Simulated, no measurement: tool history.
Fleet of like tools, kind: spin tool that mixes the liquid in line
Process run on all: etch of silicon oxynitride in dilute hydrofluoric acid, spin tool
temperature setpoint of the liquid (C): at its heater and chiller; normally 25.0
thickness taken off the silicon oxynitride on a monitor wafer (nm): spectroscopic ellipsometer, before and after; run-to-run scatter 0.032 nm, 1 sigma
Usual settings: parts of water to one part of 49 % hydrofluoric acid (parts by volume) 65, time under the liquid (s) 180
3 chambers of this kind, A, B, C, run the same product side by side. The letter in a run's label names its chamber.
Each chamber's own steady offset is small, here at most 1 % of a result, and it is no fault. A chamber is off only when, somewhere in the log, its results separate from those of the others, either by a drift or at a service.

run,hour,temperature setpoint of the liquid (C),parts of water to one part of 49 % hydrofluoric acid (parts by volume),time under the liquid (s),hours since the thermometer was replaced,hours since the hydrofluoric acid flow meter was replaced,"read-back film thickness of the silicon oxynitride reference wafer, read on the same gauge (nm)",thickness taken off the silicon oxynitride on a monitor wafer (nm)
1B,6.6,25.0,65,180,1277.1,200.2,29.981,4.3693
2A,14.0,25.0,65,180,401.0,17.8,30.010,4.2777
3C,22.2,25.0,65,180,277.1,1664.4,29.994,4.2692
4A,29.1,25.0,65,180,416.1,32.9,29.977,4.2765
5B,35.5,25.0,65,180,1306.0,229.1,30.016,4.3290
6C,41.0,25.0,65,180,295.9,1683.2,30.001,4.2803
7A,46.6,25.0,65,180,433.6,50.4,30.001,4.2817
8B,54.0,25.0,65,180,1324.5,247.6,29.995,4.3571
9C,59.8,25.0,65,180,314.7,1702.0,29.999,4.2969
10B,66.9,25.0,65,180,1337.4,260.5,30.006,4.3670
11A,72.1,25.0,65,180,459.1,75.9,30.001,4.2905
12C,78.6,25.0,65,180,333.5,1720.8,30.005,4.3014
13B,85.8,25.0,65,180,1356.3,279.4,29.990,4.3049
14C,92.0,25.0,65,180,346.9,1734.2,30.006,4.3676
15A,96.5,25.0,65,180,483.5,100.3,30.013,4.3427
16B,103.8,25.0,65,180,1374.3,297.4,30.006,4.3204
17C,111.4,25.0,65,180,366.3,1753.6,29.991,4.3009
18A,115.9,25.0,65,180,502.9,119.7,29.997,4.2704
19C,122.7,25.0,65,180,377.6,1764.9,30.011,4.3174
20B,127.9,25.0,65,180,1398.4,321.5,29.989,4.3993
21A,134.3,25.0,65,180,521.3,138.1,30.023,4.3157
22C,141.8,25.0,80,95,396.7,1784.0,30.001,1.8321
23B,149.0,25.0,80,95,1419.5,342.6,29.985,1.8311
# hour 150.4: chamber C: hydrofluoric acid flow meter replaced
24A,155.8,25.0,80,95,542.8,159.6,29.993,1.8370
25A,163.2,26.5,65,180,550.2,167.0,30.010,4.5677
26B,170.9,26.5,65,180,1441.4,364.5,30.008,4.6410
27C,174.7,26.5,65,180,429.6,24.4,30.001,4.6361
28C,179.4,25.0,65,180,434.3,29.1,30.005,4.3278
29A,185.3,25.0,65,180,572.3,189.1,30.005,4.2824
30B,193.5,25.0,65,180,1464.0,387.1,30.004,4.3116
31A,198.7,25.0,65,180,585.7,202.5,30.006,4.2917
32C,203.2,25.0,85,110,458.1,52.9,30.007,2.0184
33B,209.5,25.0,85,110,1480.0,403.1,30.016,2.0122
34C,216.4,25.0,85,110,471.3,66.1,29.993,1.9844
35A,223.9,25.0,65,180,610.9,227.7,29.997,4.2618
36B,229.1,25.0,65,180,1499.6,422.7,29.997,4.3455
37B,233.1,25.0,65,180,1503.6,426.7,29.994,4.2929
38A,237.3,25.0,90,220,624.3,241.1,30.008,3.7107
39C,240.9,25.0,90,220,495.8,90.6,29.992,3.7253

All chambers now run identical settings, listed one chamber a line with results as question marks. What results will each chamber show?
40A,246.8,25.0,65,180,,,,?
40B,246.8,25.0,65,180,,,,?
40C,246.8,25.0,65,180,,,,?

run,thickness taken off the silicon oxynitride on a monitor wafer (nm)
40A,4.2536
40B,4.4213
40C,4.3609
